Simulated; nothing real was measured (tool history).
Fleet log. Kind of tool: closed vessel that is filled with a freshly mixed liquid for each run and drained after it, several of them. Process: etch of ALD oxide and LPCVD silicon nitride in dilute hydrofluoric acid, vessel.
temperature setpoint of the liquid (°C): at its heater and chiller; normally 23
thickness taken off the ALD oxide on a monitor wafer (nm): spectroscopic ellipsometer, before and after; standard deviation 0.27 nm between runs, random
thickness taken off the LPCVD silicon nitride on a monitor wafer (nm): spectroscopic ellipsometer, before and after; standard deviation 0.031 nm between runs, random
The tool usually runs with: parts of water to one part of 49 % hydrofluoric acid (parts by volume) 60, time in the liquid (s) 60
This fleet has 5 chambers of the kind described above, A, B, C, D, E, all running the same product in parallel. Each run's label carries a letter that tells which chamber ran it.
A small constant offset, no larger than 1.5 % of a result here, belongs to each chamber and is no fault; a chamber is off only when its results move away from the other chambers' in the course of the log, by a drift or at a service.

run,hour,temperature setpoint of the liquid (°C),parts of water to one part of 49 % hydrofluoric acid (parts by volume),time in the liquid (s),"read-back film thickness of the ALD oxide reference wafer, read on the same gauge (nm)","read-back film thickness of the LPCVD silicon nitride reference wafer, read on the same gauge (nm)",thickness taken off the ALD oxide on a monitor wafer (nm),thickness taken off the LPCVD silicon nitride on a monitor wafer (nm)
1D,9.0,23,60,60,89.989,110.01,29.473,0.37565
2C,19.2,23,60,60,90.009,110.01,29.504,0.39999
3A,31.3,23,60,60,90.000,109.99,29.884,0.45390
4E,41.4,23,60,60,90.055,110.01,29.854,0.40618
5B,52.6,23,60,60,89.981,109.98,29.734,0.45667
6E,59.8,23,60,60,89.983,110.02,29.682,0.39531
7A,69.6,23,85,50,90.034,110.00,16.838,0.21621
8B,81.3,23,85,50,90.034,110.00,16.838,0.23781
9C,92.4,23,85,50,89.990,110.02,17.094,0.27168
10D,101.0,23,85,50,89.961,110.03,17.005,0.21845
11D,107.9,23,85,50,90.007,109.96,16.748,0.23510
12B,120.2,23,60,60,89.978,110.03,29.458,0.35164
13C,126.3,23,60,60,89.983,110.00,29.755,0.43434
14A,132.7,23,60,60,90.030,110.04,30.207,0.44361
15E,143.3,23,60,60,90.007,109.99,29.979,0.44463
16B,151.2,23,60,60,89.983,110.00,29.842,0.43945
# hour 157.9: chamber E: hydrofluoric acid flow meter replaced
17E,162.8,23,60,60,90.006,110.01,29.433,0.45786
18D,172.5,23,60,60,89.968,110.06,28.885,0.44525
19A,182.7,23,60,60,89.981,109.98,29.688,0.38169
20C,191.1,23,60,60,90.006,109.98,29.937,0.41821
# hour 202.7: chamber C: hydrofluoric acid flow meter replaced
21C,203.2,23,60,60,90.000,109.96,29.935,0.43326
22E,213.0,23,60,60,90.002,109.96,29.761,0.40687
23B,224.3,28,35,60,89.974,110.04,64.378,0.95531
24A,233.3,28,35,60,90.019,109.96,65.509,0.97323
25D,242.8,28,35,60,90.010,110.05,63.531,0.97447
26A,251.8,28,35,60,90.003,109.96,64.744,0.95192
27D,260.0,28,35,60,90.010,110.01,64.116,0.88900
28E,271.7,23,60,60,90.002,110.01,29.788,0.39896
29C,279.9,27,50,60,90.002,109.98,42.809,0.65623
30B,289.6,27,50,60,89.997,109.98,41.917,0.61096
31E,300.6,27,50,60,89.999,109.97,42.858,0.56134
32C,306.7,27,50,60,90.045,110.02,42.987,0.58770
33D,317.6,27,50,60,90.002,110.02,42.531,0.62122
34A,324.4,23,60,60,89.941,110.00,29.365,0.40284
35B,335.5,23,60,60,90.005,109.98,29.085,0.40938
36C,341.1,23,60,60,89.963,109.96,29.584,0.44319
37E,350.0,23,60,60,90.033,110.01,29.844,0.39299
38A,356.2,23,60,60,90.009,110.00,29.689,0.41656
39B,365.7,23,60,60,89.961,109.96,29.931,0.42611
40D,374.7,23,60,85,89.999,109.97,41.860,0.61287
# hour 377.4: chamber D: hydrofluoric acid flow meter replaced
41E,385.3,23,60,85,90.029,109.99,42.092,0.60860
42D,391.5,23,60,85,89.996,110.00,41.696,0.57939

Has any chamber moved away from the others, gradually or after a service, or does the common gauge drift, or do the chambers differ only by their own small steady offsets? State the chamber and the most likely cause if one applies.

All chambers stay in line apart from their small fixed offsets, and the gauge does not drift.
